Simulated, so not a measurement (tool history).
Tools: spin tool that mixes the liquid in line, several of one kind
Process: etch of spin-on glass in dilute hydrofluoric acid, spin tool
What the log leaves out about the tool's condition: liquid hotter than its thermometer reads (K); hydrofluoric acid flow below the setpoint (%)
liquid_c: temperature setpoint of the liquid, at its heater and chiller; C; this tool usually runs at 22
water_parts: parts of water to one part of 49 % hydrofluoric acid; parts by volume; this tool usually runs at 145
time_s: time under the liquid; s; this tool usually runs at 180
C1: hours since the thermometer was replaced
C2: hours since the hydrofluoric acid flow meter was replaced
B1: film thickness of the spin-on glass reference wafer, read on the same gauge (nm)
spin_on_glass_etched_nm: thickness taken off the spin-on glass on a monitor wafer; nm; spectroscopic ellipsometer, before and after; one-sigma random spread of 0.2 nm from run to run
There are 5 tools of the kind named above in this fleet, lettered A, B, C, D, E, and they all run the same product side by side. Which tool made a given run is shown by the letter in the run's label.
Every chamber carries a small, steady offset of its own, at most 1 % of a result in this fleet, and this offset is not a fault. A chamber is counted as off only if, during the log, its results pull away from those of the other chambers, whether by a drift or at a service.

run 1B day=0.271 | liquid_c=22 water_parts=145 time_s=180 | C1=2179.9 C2=607.7 | B1=49.997 | spin_on_glass_etched_nm=31.642
run 2A day=0.812 | liquid_c=22 water_parts=145 time_s=180 | C1=1074.8 C2=237.9 | B1=50.010 | spin_on_glass_etched_nm=31.979
run 3C day=1.362 | liquid_c=22 water_parts=145 time_s=180 | C1=503.7 C2=1443.9 | B1=49.988 | spin_on_glass_etched_nm=31.699
run 4D day=1.738 | liquid_c=22 water_parts=145 time_s=180 | C1=147.7 C2=560.3 | B1=49.975 | spin_on_glass_etched_nm=31.982
run 5E day=2.150 | liquid_c=22 water_parts=145 time_s=180 | C1=468.0 C2=604.6 | B1=50.006 | spin_on_glass_etched_nm=31.574
run 6D day=2.446 | liquid_c=22 water_parts=145 time_s=180 | C1=164.7 C2=577.3 | B1=49.992 | spin_on_glass_etched_nm=31.723
run 7E day=2.712 | liquid_c=22 water_parts=145 time_s=180 | C1=481.5 C2=618.1 | B1=49.982 | spin_on_glass_etched_nm=31.572
-- day=2.775 chamber D: hydrofluoric acid flow meter replaced
run 8B day=3.025 | liquid_c=22 water_parts=115 time_s=110 | C1=2246.0 C2=673.8 | B1=49.986 | spin_on_glass_etched_nm=24.734
run 9A day=3.488 | liquid_c=22 water_parts=115 time_s=110 | C1=1139.0 C2=302.1 | B1=50.002 | spin_on_glass_etched_nm=25.325
run 10C day=4.050 | liquid_c=22 water_parts=115 time_s=110 | C1=568.2 C2=1508.4 | B1=49.976 | spin_on_glass_etched_nm=24.938
run 11C day=4.383 | liquid_c=22 water_parts=115 time_s=110 | C1=576.2 C2=1516.4 | B1=49.977 | spin_on_glass_etched_nm=25.210
-- day=4.850 chamber B: hydrofluoric acid flow meter replaced
run 12E day=4.938 | liquid_c=22 water_parts=115 time_s=110 | C1=534.9 C2=671.5 | B1=50.009 | spin_on_glass_etched_nm=25.300
run 13D day=5.504 | liquid_c=27 water_parts=145 time_s=180 | C1=238.1 C2=65.6 | B1=50.000 | spin_on_glass_etched_nm=38.476
run 14A day=5.950 | liquid_c=27 water_parts=145 time_s=180 | C1=1198.1 C2=361.2 | B1=49.988 | spin_on_glass_etched_nm=39.002
run 15B day=6.475 | liquid_c=27 water_parts=145 time_s=180 | C1=2328.8 C2=39.0 | B1=49.985 | spin_on_glass_etched_nm=38.059
run 16C day=6.788 | liquid_c=27 water_parts=145 time_s=180 | C1=633.9 C2=1574.1 | B1=50.018 | spin_on_glass_etched_nm=38.793
run 17B day=7.383 | liquid_c=27 water_parts=145 time_s=180 | C1=2350.6 C2=60.8 | B1=50.002 | spin_on_glass_etched_nm=38.246
run 18A day=7.821 | liquid_c=22 water_parts=145 time_s=180 | C1=1243.0 C2=406.1 | B1=49.987 | spin_on_glass_etched_nm=31.496
run 19E day=8.162 | liquid_c=22 water_parts=145 time_s=85 | C1=612.3 C2=748.9 | B1=49.979 | spin_on_glass_etched_nm=14.839
run 20D day=8.542 | liquid_c=22 water_parts=145 time_s=85 | C1=311.0 C2=138.5 | B1=49.995 | spin_on_glass_etched_nm=14.921
run 21E day=9.008 | liquid_c=22 water_parts=145 time_s=85 | C1=632.6 C2=769.2 | B1=49.982 | spin_on_glass_etched_nm=14.960
run 22A day=9.296 | liquid_c=22 water_parts=145 time_s=85 | C1=1278.4 C2=441.5 | B1=49.978 | spin_on_glass_etched_nm=15.083
run 23C day=9.900 | liquid_c=22 water_parts=145 time_s=85 | C1=708.6 C2=1648.8 | B1=50.030 | spin_on_glass_etched_nm=15.417
run 24D day=10.242 | liquid_c=22 water_parts=145 time_s=180 | C1=351.8 C2=179.3 | B1=49.969 | spin_on_glass_etched_nm=31.486
run 25B day=10.662 | liquid_c=22 water_parts=145 time_s=180 | C1=2429.3 C2=139.5 | B1=50.042 | spin_on_glass_etched_nm=31.633
run 26E day=11.229 | liquid_c=22 water_parts=145 time_s=180 | C1=685.9 C2=822.5 | B1=49.977 | spin_on_glass_etched_nm=31.558
run 27A day=11.771 | liquid_c=22 water_parts=145 time_s=180 | C1=1337.8 C2=500.9 | B1=49.977 | spin_on_glass_etched_nm=32.106
run 28B day=12.046 | liquid_c=22 water_parts=145 time_s=180 | C1=2462.5 C2=172.7 | B1=50.005 | spin_on_glass_etched_nm=31.721
run 29C day=12.542 | liquid_c=22 water_parts=145 time_s=180 | C1=772.0 C2=1712.2 | B1=50.010 | spin_on_glass_etched_nm=33.276
run 30D day=12.892 | liquid_c=22 water_parts=145 time_s=180 | C1=415.4 C2=242.9 | B1=49.967 | spin_on_glass_etched_nm=31.289
-- day=13.371 chamber C: hydrofluoric acid flow meter replaced
run 31D day=13.492 | liquid_c=22 water_parts=205 time_s=180 | C1=429.8 C2=257.3 | B1=49.993 | spin_on_glass_etched_nm=21.065
run 32A day=13.958 | liquid_c=22 water_parts=205 time_s=180 | C1=1390.3 C2=553.4 | B1=50.000 | spin_on_glass_etched_nm=20.986
run 33C day=14.504 | liquid_c=22 water_parts=205 time_s=180 | C1=819.1 C2=27.3 | B1=50.006 | spin_on_glass_etched_nm=22.584
run 34E day=15.033 | liquid_c=22 water_parts=205 time_s=180 | C1=777.2 C2=913.8 | B1=50.006 | spin_on_glass_etched_nm=20.963

Predict what each chamber gives when all 5 of them run the settings below next.
run 35A day=15.462 | liquid_c=22 water_parts=145 time_s=180 | spin_on_glass_etched_nm=?
run 35B day=15.462 | liquid_c=22 water_parts=145 time_s=180 | spin_on_glass_etched_nm=?
run 35C day=15.462 | liquid_c=22 water_parts=145 time_s=180 | spin_on_glass_etched_nm=?
run 35D day=15.462 | liquid_c=22 water_parts=145 time_s=180 | spin_on_glass_etched_nm=?
run 35E day=15.462 | liquid_c=22 water_parts=145 time_s=180 | spin_on_glass_etched_nm=?

run=35A spin_on_glass_etched_nm=32.209
run=35B spin_on_glass_etched_nm=32.179
run=35C spin_on_glass_etched_nm=33.913
run=35D spin_on_glass_etched_nm=31.447
run=35E spin_on_glass_etched_nm=32.008

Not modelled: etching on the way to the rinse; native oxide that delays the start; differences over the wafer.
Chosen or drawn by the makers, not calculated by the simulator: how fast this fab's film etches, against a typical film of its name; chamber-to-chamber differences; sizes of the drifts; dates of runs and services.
